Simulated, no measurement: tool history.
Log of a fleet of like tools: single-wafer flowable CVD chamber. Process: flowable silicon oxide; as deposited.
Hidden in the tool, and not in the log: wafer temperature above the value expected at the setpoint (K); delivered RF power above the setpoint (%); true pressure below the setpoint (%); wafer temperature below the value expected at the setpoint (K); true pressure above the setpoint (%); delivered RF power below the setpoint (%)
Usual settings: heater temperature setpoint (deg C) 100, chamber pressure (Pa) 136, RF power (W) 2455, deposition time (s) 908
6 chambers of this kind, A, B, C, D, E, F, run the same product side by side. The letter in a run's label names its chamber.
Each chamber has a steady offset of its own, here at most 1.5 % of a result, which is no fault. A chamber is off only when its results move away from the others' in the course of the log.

run     day  heater temperature setpoint (deg C)  chamber pressure (Pa)  RF power (W)  deposition time (s)  hours since the last thermocouple change  hours since the last RF generator calibration  hours since the last manometer calibration  read-back reference wafer on the same gauge, thickness_nm  mean film thickness on the monitor wafer (angstrom)
      0.221  -- chamber D: RF generator calibrated
 1C   0.500                                  100                    136          2455                  908                                    1104.4                                          890.0                                      1354.7                                                     780.70                                               7762.6
 2F   1.171                                  100                    136          2455                  908                                     802.0                                          599.3                                       778.7                                                     780.98                                               7605.9
 3E   1.725                                  100                    136          2455                  908                                     759.1                                          346.4                                       251.1                                                     780.81                                               7814.1
 4A   2.204                                  100                    136          2455                  908                                    1352.7                                          686.8                                       618.3                                                     781.30                                               7771.0
 5B   2.617                                  100                    136          2455                  908                                    2014.9                                         1583.9                                       612.0                                                     780.74                                               7718.9
 6D   3.054                                   88                    136          2455                  908                                    1664.5                                           68.0                                       495.5                                                     781.27                                              11257.0
      3.388  -- chamber F: thermocouple changed; heater temperature recalibrated
 7F   3.692                                   88                    136          2455                  908                                       7.4                                          659.8                                       839.2                                                     780.70                                              11197.0
 8A   4.375                                   88                    136          2455                  908                                    1404.8                                          738.9                                       670.4                                                     780.99                                              11361.0
 9E   4.750                                   88                    136          2455                  908                                     831.7                                          419.0                                       323.7                                                     780.72                                              11435.0
10B   5.092                                   88                    136          2455                  908                                    2074.3                                         1643.3                                       671.4                                                     781.33                                              11516.0
11C   5.671                                   88                    136          2455                  908                                    1228.5                                         1014.1                                      1478.8                                                     780.63                                              11507.0
12D   6.054                                  100                    136          2455                  908                                    1736.5                                          140.0                                       567.5                                                     779.70                                               7681.7
13C   6.662                                  100                    136          2455                  908                                    1252.3                                         1037.9                                      1502.6                                                     781.33                                               7728.4
14F   7.304                                  100                    136          2455                  908                                      94.1                                          746.5                                       925.9                                                     780.21                                               7623.3
15B   7.604                                  100                    136          2455                  908                                    2134.6                                         1703.6                                       731.7                                                     780.73                                               7696.6
      7.867  -- chamber C: RF generator calibrated
16A   7.946                                  100                    136          2455                  908                                    1490.5                                          824.6                                       756.1                                                     781.59                                               7714.0
17E   8.629                                  100                    136          2455                  908                                     924.8                                          512.1                                       416.8                                                     781.04                                               7825.5
18D   8.946                                  100                    136          2455                  908                                    1805.9                                          209.4                                       636.9                                                     780.54                                               7695.7
      9.267  -- chamber F: capacitance manometer re-zeroed and calibrated
19B   9.417                                  100                    136          2455                  908                                    2178.1                                         1747.1                                       775.2                                                     780.48                                               7737.2
20F  10.079                                  100                    136          2455                  908                                     160.7                                          813.1                                        19.5                                                     780.83                                               7655.0
21D  10.633                                  100                    136          2455                  908                                    1846.4                                          249.9                                       677.4                                                     781.30                                               7666.9
22E  11.083                                  100                    136          2455                  908                                     983.7                                          571.0                                       475.7                                                     780.61                                               7747.6
23C  11.754                                  100                    136          2455                  908                                    1374.5                                           93.3                                      1624.8                                                     781.24                                               7747.0
24A  12.188                                  100                    136          2455                  908                                    1592.3                                          926.4                                       857.9                                                     780.82                                               7724.2
25D  12.708                                  100                    136          2455                  908                                    1896.2                                          299.7                                       727.2                                                     780.67                                               7700.9
26B  13.079                                  100                    159          2455                  908                                    2266.0                                         1835.0                                       863.1                                                     780.59                                               9257.0
27C  13.742                                  100                    159          2455                  908                                    1422.2                                          141.0                                      1672.5                                                     781.00                                               9333.1
     14.146  -- chamber A: RF generator calibrated
28F  14.429                                  100                    159          2455                  908                                     265.1                                          917.5                                       123.9                                                     780.54                                               9098.5
29E  14.971                                  100                    159          2455                  908                                    1077.0                                          664.3                                       569.0                                                     782.69                                               9289.0
     15.321  -- chamber B: capacitance manometer re-zeroed and calibrated
30A  15.321                                  100                    159          2455                  908                                    1667.5                                           28.3                                       933.1                                                     781.90                                               9130.5
31A  15.833                                  100                    159          2455                  908                                    1679.8                                           40.6                                       945.4                                                     781.64                                               9183.3
32E  16.408                                  100                    136          2455                  908                                    1111.5                                          698.8                                       603.5                                                     780.75                                               7776.3
33C  16.775                                  100                    136          2455                  908                                    1495.0                                          213.8                                      1745.3                                                     781.78                                               7708.9
34D  17.129                                  100                    136          2455                  908                                    2002.3                                          405.8                                       833.3                                                     780.50                                               7741.4
35B  17.654                                  100                    136          2455                  908                                    2375.8                                         1944.8                                        56.0                                                     780.04                                               7819.6
36F  18.067                                  100                    136          2455                  908                                     352.4                                         1004.8                                       211.2                                                     780.61                                               7675.1
37C  18.683                                  100                    136          2185                  908                                    1540.8                                          259.6                                      1791.1                                                     781.78                                               7593.8
38D  19.000                                  100                    136          2185                  908                                    2047.2                                          450.7                                       878.2                                                     781.42                                               7572.5

Next, every chamber runs the same settings. What will each give?
39A  19.492                                  100                    136          2455                  908                                                                                                                                                                                                                                                    ?
39B  19.492                                  100                    136          2455                  908                                                                                                                                                                                                                                                    ?
39C  19.492                                  100                    136          2455                  908                                                                                                                                                                                                                                                    ?
39D  19.492                                  100                    136          2455                  908                                                                                                                                                                                                                                                    ?
39E  19.492                                  100                    136          2455                  908                                                                                                                                                                                                                                                    ?
39F  19.492                                  100                    136          2455                  908                                                                                                                                                                                                                                                    ?

run  mean film thickness on the monitor wafer (angstrom)
39A                                               7743.6
39B                                               7718.1
39C                                               7664.0
39D                                               7676.3
39E                                               7817.4
39F                                               7609.6
